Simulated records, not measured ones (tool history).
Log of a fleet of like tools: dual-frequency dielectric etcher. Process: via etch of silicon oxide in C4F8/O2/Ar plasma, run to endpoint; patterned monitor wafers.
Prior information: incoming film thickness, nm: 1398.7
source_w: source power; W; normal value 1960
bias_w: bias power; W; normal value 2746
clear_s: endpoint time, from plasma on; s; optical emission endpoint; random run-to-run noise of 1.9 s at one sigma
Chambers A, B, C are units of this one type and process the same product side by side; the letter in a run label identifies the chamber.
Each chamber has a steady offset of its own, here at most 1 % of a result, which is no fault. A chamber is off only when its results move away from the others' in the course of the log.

run,hour,source_w,bias_w,hours since the last wet clean,hours since the last source power generator calibration,hours since the last bias power generator calibration,clear_s
1B,6.6,1960,2746,92.1,866.1,1662.0,251.27
2C,14.0,1960,2746,481.5,2309.0,1791.5,254.45
3A,23.7,1960,2746,188.3,1099.3,898.3,250.37
4B,32.8,1960,2746,118.3,892.3,1688.2,251.76
5A,40.8,1960,2746,205.4,1116.4,915.4,251.60
6C,49.4,1960,2746,516.9,2344.4,1826.9,256.98
7A,58.2,1960,2746,222.8,1133.8,932.8,252.21
8C,64.1,1960,2746,531.6,2359.1,1841.6,249.19
9B,74.2,1960,2746,159.7,933.7,1729.6,253.94
10B,84.6,1960,2746,170.1,944.1,1740.0,255.18
# hour 87.3: chamber C: wet clean of the chamber
11C,95.2,1960,2746,8.0,2390.2,1872.7,250.46
12A,104.0,1960,2746,268.6,1179.6,978.6,251.47
13B,111.5,1960,2746,197.0,971.0,1766.9,254.93
14A,119.2,1960,2746,283.8,1194.8,993.8,249.73
15C,130.2,1960,2746,43.0,2425.2,1907.7,255.93
16B,136.5,1960,2746,222.0,996.0,1791.9,254.67
17C,142.3,1960,2746,55.1,2437.3,1919.8,251.91
18A,154.4,1960,2746,319.0,1230.0,1029.0,252.61
19B,165.8,1960,2746,251.3,1025.3,1821.2,256.10
20C,178.3,1960,2746,91.1,2473.3,1955.8,253.39
21A,188.0,1960,2746,352.6,1263.6,1062.6,255.91
22A,193.6,1960,2998,358.2,1269.2,1068.2,244.74

Next, all 3 chambers run the settings below, one line each with question marks for the results. What does each chamber give?
23A,202.6,1960,2746,,,,?
23B,202.6,1960,2746,,,,?
23C,202.6,1960,2746,,,,?

run,clear_s
23A,250.60
23B,250.97
23C,256.87
